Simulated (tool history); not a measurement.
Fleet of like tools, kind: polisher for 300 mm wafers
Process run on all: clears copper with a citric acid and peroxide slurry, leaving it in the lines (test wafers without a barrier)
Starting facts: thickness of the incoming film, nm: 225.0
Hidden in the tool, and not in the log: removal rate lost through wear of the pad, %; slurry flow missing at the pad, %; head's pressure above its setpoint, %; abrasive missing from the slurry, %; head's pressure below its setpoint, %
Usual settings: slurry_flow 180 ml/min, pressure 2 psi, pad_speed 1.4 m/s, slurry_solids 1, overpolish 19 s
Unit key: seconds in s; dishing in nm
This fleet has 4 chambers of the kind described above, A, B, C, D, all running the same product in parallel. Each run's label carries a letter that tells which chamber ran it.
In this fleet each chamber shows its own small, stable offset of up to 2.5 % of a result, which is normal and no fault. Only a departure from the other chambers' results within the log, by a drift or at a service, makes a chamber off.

run,day,slurry_flow,pressure,pad_speed,slurry_solids,overpolish,wafers polished on this pad,hours since the slurry nozzle was cleaned,hours since the head pressure was calibrated,hours since the slurry blender was calibrated,seconds,dishing
1A,0.329,180,2,1.4,1,19,742,217.1,166.3,278.7,127.28,23.677
2D,0.7,180,2,1.4,1,19,823,41.3,139.8,72.7,122.82,23.605
3B,0.896,180,2,1.4,1,19,233,202.2,291.9,76.5,126.55,23.934
# day 1.096: chamber C: worn pad replaced by a new one
4C,1.171,180,2,1.4,1,19,9,287.4,188.5,236.5,124.53,23.986
5D,1.4,180,2,1.62,1,19,906,58.1,156.6,89.5,107.2,26.451
6C,1.692,180,2,1.62,1,19,70,299.9,201,249,108.24,27.669
# day 1.871: chamber A: slurry blender recalibrated
7A,1.888,180,2,1.62,1,19,926,254.5,203.7,0.4,108.26,26.445
8B,2.217,180,2,1.62,1,19,389,233.9,323.6,108.2,107.46,27.166
# day 2.288: chamber B: slurry blender recalibrated
9A,2.412,180,2,1.4,1,19,989,267.1,216.3,13,122.73,23.767
# day 2.421: chamber D: slurry blender recalibrated
10B,2.583,180,2,1.4,1,19,433,242.7,332.4,7.1,122.16,23.059
# day 2.85: chamber B: worn pad replaced by a new one
11D,2.958,180,2,1.4,1,19,1091,95.5,194,12.9,125.49,23.395
12C,3.233,180,2,1.4,1,19,253,336.9,238,286,125.83,23.906
# day 3.242: chamber D: worn pad replaced by a new one
13C,3.596,180,2,1.4,1,19,296,345.6,246.7,294.7,125.46,24.318
14B,3.883,180,2,1.4,1,19,122,273.9,363.6,38.3,127.79,23.744
15D,4.183,180,2,1.4,1,19,111,124.9,223.4,42.3,127.96,23.419
16A,4.388,180,2,1.02,1,19,1223,314.5,263.7,60.4,164.91,19.066
17B,4.675,180,2,1.02,1,19,216,292.9,382.6,57.3,167.63,17.776
18C,4.925,180,2,1.02,1,19,454,377.5,278.6,326.6,167.81,18.29
19A,5.146,180,2,1.02,1,19,1313,332.7,281.9,78.6,163.36,18.309
# day 5.254: chamber C: slurry blender recalibrated
20D,5.329,180,2,1.4,1,19,247,152.4,250.9,69.8,126.11,24.107
21C,5.633,180,2,1.76,1,19,538,394.5,295.6,9.1,101.95,29.14
22A,5.904,180,2,1.76,1,19,1403,350.9,300.1,96.8,93.647,29.308
23B,6.162,180,2,1.76,1,19,393,328.6,418.3,93,98.517,28.215
# day 6.238: chamber A: worn pad replaced by a new one
# day 6.475: chamber D: slurry blender recalibrated
24D,6.475,180,2,1.76,1,19,383,179.9,278.4,0,98.988,29.777
25D,6.858,180,2,1.4,1,19,428,189.1,287.6,9.2,123.36,23.776
26B,7.079,180,2,1.4,1,19,501,350.6,440.3,115,124.51,23.617
# day 7.175: chamber B: worn pad replaced by a new one
27C,7.304,180,2,1.4,1,19,736,434.6,335.7,49.2,124.72,24.24
28A,7.625,180,2,1.4,1,19,164,392.2,341.4,138.1,114.09,24.539
# day 7.717: chamber B: slurry blender recalibrated
29A,7.933,180,2,1.4,1,19,201,399.6,348.8,145.5,113.64,25.829
30B,8.125,180,2,1.4,1,19,112,375.7,465.4,9.8,126.37,24.197
31D,8.375,180,2,1.4,1,19,608,225.5,324,45.6,125.03,23.379
32C,8.579,180,2,1.4,1,19,887,465.2,366.3,79.8,124.94,24.609

Has any chamber moved away from the others, gradually or after a service, or does the common gauge drift, or do the chambers differ only by their own small steady offsets? State the chamber and the most likely cause if one applies.

One chamber, A, drifts off from the rest bit by bit.
Cause: head's pressure above its setpoint, % = 10.8.

Which of the 4 candidates below, each the usual settings with something changed and its results left as question marks, puts chamber A back in line with what the other chambers give on the usual settings?
In-line tolerance around the mean of the other chambers on the usual settings: seconds 5.8 s; dishing 1.5 nm
33A-1,8.854,180,1.9,1.34,1,19,,,,,?,?
33A-2,8.854,175,1.8,1.26,1,20,,,,,?,?
33A-3,8.854,185,2.2,1.56,1,19,,,,,?,?
33A-4,8.854,180,2.1,1.46,1,19,,,,,?,?

Mean of the other chambers on the usual settings: seconds 124.91 s; dishing 23.815 nm
run,seconds,dishing
33A-1,122.82,23.896
33A-2,138.02,22.547
33A-3,91.364,30.803
33A-4,102.45,27.968
33A-1 puts the chamber back in line with the other chambers.
